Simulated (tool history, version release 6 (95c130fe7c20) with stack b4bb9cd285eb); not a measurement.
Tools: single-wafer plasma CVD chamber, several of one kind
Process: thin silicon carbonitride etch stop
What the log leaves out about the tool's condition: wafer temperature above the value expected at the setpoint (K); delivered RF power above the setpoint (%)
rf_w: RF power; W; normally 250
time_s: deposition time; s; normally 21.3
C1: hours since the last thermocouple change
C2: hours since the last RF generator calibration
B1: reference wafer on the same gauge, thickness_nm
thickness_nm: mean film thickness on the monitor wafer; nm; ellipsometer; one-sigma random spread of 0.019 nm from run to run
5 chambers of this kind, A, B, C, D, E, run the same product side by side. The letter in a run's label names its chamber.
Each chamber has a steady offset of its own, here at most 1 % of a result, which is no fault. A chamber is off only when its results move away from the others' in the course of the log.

{"run": "1D", "hour": 4.0, "rf_w": 250, "time_s": 21.3, "C1": 806.2, "C2": 475.4, "B1": 10.394, "thickness_nm": 13.097}
{"run": "2C", "hour": 10.2, "rf_w": 250, "time_s": 21.3, "C1": 825.1, "C2": 950.5, "B1": 10.396, "thickness_nm": 13.099}
{"run": "3A", "hour": 14.1, "rf_w": 250, "time_s": 21.3, "C1": 1670.3, "C2": 1745.8, "B1": 10.398, "thickness_nm": 12.96}
{"run": "4B", "hour": 21.4, "rf_w": 250, "time_s": 21.3, "C1": 502.6, "C2": 1036.6, "B1": 10.394, "thickness_nm": 13.002}
{"run": "5E", "hour": 27.6, "rf_w": 250, "time_s": 21.3, "C1": 300.3, "C2": 1887.6, "B1": 10.392, "thickness_nm": 12.947}
{"run": "6E", "hour": 34.1, "rf_w": 250, "time_s": 21.3, "C1": 306.8, "C2": 1894.1, "B1": 10.393, "thickness_nm": 12.982}
{"run": "7C", "hour": 41.0, "rf_w": 250, "time_s": 21.3, "C1": 855.9, "C2": 981.3, "B1": 10.389, "thickness_nm": 13.056}
{"run": "8A", "hour": 44.8, "rf_w": 250, "time_s": 21.3, "C1": 1701, "C2": 1776.5, "B1": 10.384, "thickness_nm": 12.945}
{"run": "9D", "hour": 49.7, "rf_w": 250, "time_s": 21.3, "C1": 851.9, "C2": 521.1, "B1": 10.388, "thickness_nm": 13.063}
{"run": "10B", "hour": 58.2, "rf_w": 250, "time_s": 21.3, "C1": 539.4, "C2": 1073.4, "B1": 10.381, "thickness_nm": 12.969}
{"hour": 62.3, "done": "chamber A: thermocouple changed; heater temperature recalibrated"}
{"run": "11D", "hour": 62.5, "rf_w": 250, "time_s": 21.3, "C1": 864.7, "C2": 533.9, "B1": 10.384, "thickness_nm": 13.021}
{"run": "12E", "hour": 66.6, "rf_w": 250, "time_s": 21.3, "C1": 339.3, "C2": 1926.6, "B1": 10.378, "thickness_nm": 12.963}
{"run": "13A", "hour": 72.8, "rf_w": 250, "time_s": 21.3, "C1": 10.6, "C2": 1804.5, "B1": 10.377, "thickness_nm": 12.954}
{"run": "14C", "hour": 77.4, "rf_w": 250, "time_s": 21.3, "C1": 892.3, "C2": 1017.7, "B1": 10.38, "thickness_nm": 13.066}
{"hour": 82.7, "done": "chamber E: RF generator calibrated"}
{"run": "15B", "hour": 83.0, "rf_w": 250, "time_s": 21.3, "C1": 564.2, "C2": 1098.2, "B1": 10.374, "thickness_nm": 12.984}
{"run": "16D", "hour": 90.2, "rf_w": 290, "time_s": 21.3, "C1": 892.4, "C2": 561.6, "B1": 10.374, "thickness_nm": 13.643}
{"run": "17B", "hour": 95.2, "rf_w": 290, "time_s": 21.3, "C1": 576.4, "C2": 1110.4, "B1": 10.373, "thickness_nm": 13.521}
{"run": "18E", "hour": 103.3, "rf_w": 290, "time_s": 21.3, "C1": 376, "C2": 20.7, "B1": 10.373, "thickness_nm": 13.51}
{"run": "19A", "hour": 110.8, "rf_w": 290, "time_s": 21.3, "C1": 48.6, "C2": 1842.5, "B1": 10.366, "thickness_nm": 13.555}
{"run": "20C", "hour": 119.3, "rf_w": 290, "time_s": 21.3, "C1": 934.2, "C2": 1059.6, "B1": 10.365, "thickness_nm": 13.646}
{"run": "21E", "hour": 123.4, "rf_w": 250, "time_s": 21.3, "C1": 396.1, "C2": 40.8, "B1": 10.363, "thickness_nm": 12.937}
{"run": "22A", "hour": 127.7, "rf_w": 285, "time_s": 19.9, "C1": 65.5, "C2": 1859.4, "B1": 10.363, "thickness_nm": 12.569}
{"run": "23C", "hour": 133.4, "rf_w": 285, "time_s": 19.9, "C1": 948.3, "C2": 1073.7, "B1": 10.362, "thickness_nm": 12.698}
{"run": "24D", "hour": 139.6, "rf_w": 285, "time_s": 19.9, "C1": 941.8, "C2": 611, "B1": 10.36, "thickness_nm": 12.676}
{"run": "25B", "hour": 145.4, "rf_w": 285, "time_s": 19.9, "C1": 626.6, "C2": 1160.6, "B1": 10.362, "thickness_nm": 12.561}
{"run": "26A", "hour": 153.2, "rf_w": 285, "time_s": 19.9, "C1": 91, "C2": 1884.9, "B1": 10.358, "thickness_nm": 12.589}
{"run": "27E", "hour": 160.0, "rf_w": 250, "time_s": 21.3, "C1": 432.7, "C2": 77.4, "B1": 10.351, "thickness_nm": 12.885}
{"run": "28C", "hour": 165.5, "rf_w": 250, "time_s": 21.3, "C1": 980.4, "C2": 1105.8, "B1": 10.352, "thickness_nm": 13.054}
{"run": "29D", "hour": 172.4, "rf_w": 250, "time_s": 19.3, "C1": 974.6, "C2": 643.8, "B1": 10.349, "thickness_nm": 11.809}
{"run": "30B", "hour": 178.2, "rf_w": 250, "time_s": 19.3, "C1": 659.4, "C2": 1193.4, "B1": 10.349, "thickness_nm": 11.732}
{"run": "31B", "hour": 183.0, "rf_w": 250, "time_s": 19.3, "C1": 664.2, "C2": 1198.2, "B1": 10.347, "thickness_nm": 11.693}
{"run": "32E", "hour": 191.3, "rf_w": 250, "time_s": 19.3, "C1": 464, "C2": 108.7, "B1": 10.347, "thickness_nm": 11.693}
{"run": "33D", "hour": 195.0, "rf_w": 250, "time_s": 19.3, "C1": 997.2, "C2": 666.4, "B1": 10.341, "thickness_nm": 11.794}
{"run": "34A", "hour": 199.8, "rf_w": 250, "time_s": 21.3, "C1": 137.6, "C2": 1931.5, "B1": 10.343, "thickness_nm": 12.915}
{"run": "35C", "hour": 203.6, "rf_w": 250, "time_s": 21.3, "C1": 1018.5, "C2": 1143.9, "B1": 10.345, "thickness_nm": 12.995}
{"run": "36E", "hour": 212.1, "rf_w": 250, "time_s": 21.3, "C1": 484.8, "C2": 129.5, "B1": 10.336, "thickness_nm": 12.887}
{"run": "37C", "hour": 220.6, "rf_w": 250, "time_s": 21.3, "C1": 1035.5, "C2": 1160.9, "B1": 10.342, "thickness_nm": 12.986}

Read the log: is a single chamber off, either drifting away or since a service, is the gauge that measures every chamber drifting, or is nothing wrong beyond small per-chamber offsets? Name any odd chamber and what most likely caused it.

It is the gauge, not a chamber: its drift shows up in every chamber's results at once, and no chamber is off.
Likeliest cause: gauge reads low (%) = 0.616.
